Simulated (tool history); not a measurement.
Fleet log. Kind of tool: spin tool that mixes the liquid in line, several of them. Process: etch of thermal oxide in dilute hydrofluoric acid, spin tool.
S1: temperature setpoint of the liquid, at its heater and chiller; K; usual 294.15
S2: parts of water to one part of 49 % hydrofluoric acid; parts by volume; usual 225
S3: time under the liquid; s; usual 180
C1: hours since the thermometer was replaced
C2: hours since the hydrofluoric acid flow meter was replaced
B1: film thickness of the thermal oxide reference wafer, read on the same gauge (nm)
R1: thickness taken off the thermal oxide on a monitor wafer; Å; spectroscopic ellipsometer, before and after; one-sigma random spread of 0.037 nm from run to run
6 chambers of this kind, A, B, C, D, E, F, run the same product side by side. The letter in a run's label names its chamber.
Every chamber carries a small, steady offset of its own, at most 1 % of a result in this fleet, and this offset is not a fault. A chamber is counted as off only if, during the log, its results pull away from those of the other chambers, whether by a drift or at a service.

run 1E hour=13.7 | S1=294.15 S2=225 S3=180 | C1=1798.6 C2=2020.0 | B1=110.02 | R1=30.764
run 2D hour=27.3 | S1=294.15 S2=225 S3=180 | C1=277.8 C2=259.3 | B1=110.01 | R1=30.206
run 3C hour=34.5 | S1=294.15 S2=225 S3=180 | C1=931.2 C2=629.4 | B1=110.07 | R1=29.925
run 4F hour=48.9 | S1=294.15 S2=225 S3=180 | C1=1920.0 C2=445.6 | B1=109.99 | R1=30.202
-- hour=55.9 chamber E: thermometer replaced
run 5B hour=62.7 | S1=294.15 S2=225 S3=180 | C1=251.5 C2=885.4 | B1=110.04 | R1=30.451
run 6A hour=76.9 | S1=294.15 S2=225 S3=180 | C1=805.6 C2=357.4 | B1=110.01 | R1=30.001
run 7C hour=90.8 | S1=294.15 S2=225 S3=180 | C1=987.5 C2=685.7 | B1=109.98 | R1=29.741
run 8A hour=98.0 | S1=294.15 S2=225 S3=180 | C1=826.7 C2=378.5 | B1=110.01 | R1=30.741
run 9F hour=110.1 | S1=294.15 S2=225 S3=180 | C1=1981.2 C2=506.8 | B1=110.01 | R1=29.500
run 10D hour=119.5 | S1=294.15 S2=225 S3=180 | C1=370.0 C2=351.5 | B1=109.98 | R1=29.709
run 11B hour=129.1 | S1=294.15 S2=225 S3=180 | C1=317.9 C2=951.8 | B1=110.00 | R1=30.099
run 12E hour=135.7 | S1=294.15 S2=225 S3=180 | C1=79.8 C2=2142.0 | B1=109.99 | R1=29.934
run 13F hour=149.2 | S1=290.15 S2=130 S3=180 | C1=2020.3 C2=545.9 | B1=109.97 | R1=48.735
run 14D hour=158.1 | S1=290.15 S2=130 S3=180 | C1=408.6 C2=390.1 | B1=110.00 | R1=48.888
-- hour=160.7 chamber F: hydrofluoric acid flow meter replaced
run 15B hour=169.9 | S1=290.15 S2=130 S3=180 | C1=358.7 C2=992.6 | B1=109.98 | R1=48.408
run 16A hour=180.8 | S1=290.15 S2=130 S3=180 | C1=909.5 C2=461.3 | B1=109.98 | R1=49.908
run 17C hour=187.7 | S1=290.15 S2=130 S3=180 | C1=1084.4 C2=782.6 | B1=109.95 | R1=50.562
run 18E hour=196.4 | S1=290.15 S2=130 S3=180 | C1=140.5 C2=2202.7 | B1=110.02 | R1=48.075
run 19F hour=209.7 | S1=294.15 S2=225 S3=180 | C1=2080.8 C2=49.0 | B1=110.05 | R1=29.828
run 20D hour=222.8 | S1=294.15 S2=225 S3=180 | C1=473.3 C2=454.8 | B1=110.01 | R1=29.672
run 21C hour=231.6 | S1=294.15 S2=225 S3=180 | C1=1128.3 C2=826.5 | B1=110.01 | R1=30.083
run 22B hour=238.5 | S1=294.15 S2=225 S3=180 | C1=427.3 C2=1061.2 | B1=109.93 | R1=29.654
run 23A hour=246.8 | S1=294.15 S2=225 S3=180 | C1=975.5 C2=527.3 | B1=110.00 | R1=32.087
run 24E hour=259.9 | S1=294.15 S2=225 S3=180 | C1=204.0 C2=2266.2 | B1=109.99 | R1=29.912
run 25A hour=267.9 | S1=294.15 S2=225 S3=180 | C1=996.6 C2=548.4 | B1=109.92 | R1=31.291
run 26F hour=280.8 | S1=294.15 S2=225 S3=85 | C1=2151.9 C2=120.1 | B1=110.00 | R1=13.895
run 27C hour=290.0 | S1=294.15 S2=225 S3=85 | C1=1186.7 C2=884.9 | B1=109.99 | R1=14.290
run 28D hour=301.0 | S1=294.15 S2=225 S3=85 | C1=551.5 C2=533.0 | B1=109.98 | R1=14.354
-- hour=306.9 chamber F: thermometer replaced
-- hour=314.0 chamber E: hydrofluoric acid flow meter replaced
run 29B hour=314.8 | S1=294.15 S2=225 S3=85 | C1=503.6 C2=1137.5 | B1=109.97 | R1=14.250
run 30E hour=328.8 | S1=294.15 S2=225 S3=85 | C1=272.9 C2=14.9 | B1=109.96 | R1=14.202
run 31D hour=335.7 | S1=294.15 S2=225 S3=85 | C1=586.2 C2=567.7 | B1=110.00 | R1=14.009
run 32E hour=344.6 | S1=294.15 S2=225 S3=180 | C1=288.7 C2=30.7 | B1=109.98 | R1=30.050
run 33F hour=355.0 | S1=294.15 S2=225 S3=180 | C1=48.2 C2=194.3 | B1=110.02 | R1=29.578
run 34B hour=362.9 | S1=294.15 S2=225 S3=180 | C1=551.7 C2=1185.6 | B1=110.06 | R1=29.647
run 35C hour=372.5 | S1=294.15 S2=225 S3=180 | C1=1269.2 C2=967.4 | B1=109.99 | R1=30.066
run 36A hour=379.1 | S1=294.15 S2=225 S3=180 | C1=1107.8 C2=659.6 | B1=110.01 | R1=33.023
run 37F hour=385.5 | S1=294.15 S2=225 S3=180 | C1=78.7 C2=224.8 | B1=110.02 | R1=29.799
run 38B hour=393.6 | S1=294.15 S2=225 S3=180 | C1=582.4 C2=1216.3 | B1=109.94 | R1=29.702

Predict what each chamber gives when all 6 of them run the settings below next.
run 39A hour=404.0 | S1=294.15 S2=225 S3=180 | R1=?
run 39B hour=404.0 | S1=294.15 S2=225 S3=180 | R1=?
run 39C hour=404.0 | S1=294.15 S2=225 S3=180 | R1=?
run 39D hour=404.0 | S1=294.15 S2=225 S3=180 | R1=?
run 39E hour=404.0 | S1=294.15 S2=225 S3=180 | R1=?
run 39F hour=404.0 | S1=294.15 S2=225 S3=180 | R1=?

run=39A R1=33.728
run=39B R1=30.095
run=39C R1=30.326
run=39D R1=30.016
run=39E R1=29.522
run=39F R1=29.869

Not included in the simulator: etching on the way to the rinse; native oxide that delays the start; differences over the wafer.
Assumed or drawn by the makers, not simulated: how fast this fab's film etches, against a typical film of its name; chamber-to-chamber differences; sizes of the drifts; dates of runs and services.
